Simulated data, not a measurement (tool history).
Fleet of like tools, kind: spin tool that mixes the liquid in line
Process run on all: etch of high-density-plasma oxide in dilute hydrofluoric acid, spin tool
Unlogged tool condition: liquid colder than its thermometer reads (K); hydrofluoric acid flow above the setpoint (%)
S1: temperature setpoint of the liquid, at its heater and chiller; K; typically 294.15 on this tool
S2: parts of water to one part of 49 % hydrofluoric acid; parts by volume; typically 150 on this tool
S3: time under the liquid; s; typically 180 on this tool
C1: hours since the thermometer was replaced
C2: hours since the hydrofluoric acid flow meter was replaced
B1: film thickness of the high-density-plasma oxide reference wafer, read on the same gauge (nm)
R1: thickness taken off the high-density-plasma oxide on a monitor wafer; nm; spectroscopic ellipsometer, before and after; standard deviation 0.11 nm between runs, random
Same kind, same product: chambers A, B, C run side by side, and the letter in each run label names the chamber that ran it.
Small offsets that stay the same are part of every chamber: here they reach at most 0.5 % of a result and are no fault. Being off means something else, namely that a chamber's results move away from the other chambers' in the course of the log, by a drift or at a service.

run,day,S1,S2,S3,C1,C2,B1,R1
1A,0.108,294.15,150,180,235.6,143.9,59.986,11.116
2B,0.308,294.15,150,180,236.5,384.6,60.036,11.303
3C,0.446,294.15,150,180,950.4,657.8,59.977,11.277
4B,0.55,294.15,150,180,242.3,390.4,59.991,11.353
5C,0.708,294.15,150,135,956.7,664.1,59.995,8.5767
6A,0.892,294.15,150,135,254.4,162.7,59.958,8.3397
7B,1.088,294.15,150,135,255.2,403.3,59.989,8.4704
8C,1.292,294.15,150,180,970.7,678.1,60.015,11.386
9A,1.45,294.15,150,180,267.8,176.1,59.997,11.182
10B,1.542,294.15,150,180,266.1,414.2,60.009,11.195
11A,1.75,294.15,150,180,275,183.3,60.021,11.26
12C,1.912,294.15,150,180,985.6,693,60.001,11.42
13B,2.029,294.15,150,180,277.8,425.9,60.005,11.299
14C,2.225,294.15,150,180,993.1,700.5,60.001,11.497
15A,2.338,294.15,150,180,289.1,197.4,59.991,11.104
16A,2.488,294.15,150,180,292.7,201,59.993,11.464
17B,2.629,294.15,150,180,292.2,440.3,59.969,11.21
18C,2.833,294.15,150,180,1007.7,715.1,59.979,11.746
19B,3.004,294.15,150,180,301.2,449.3,60.018,11.195
20C,3.171,294.15,150,180,1015.8,723.2,60.038,11.807
21A,3.342,294.15,150,180,313.2,221.5,59.997,11.395
22B,3.517,294.15,150,180,313.5,461.6,59.978,11.513

All chambers now run identical settings, listed one chamber a line with results as question marks. What results will each chamber show?
23A,3.671,294.15,150,180,,,,?
23B,3.671,294.15,150,180,,,,?
23C,3.671,294.15,150,180,,,,?

run,R1
23A,11.284
23B,11.347
23C,12.044
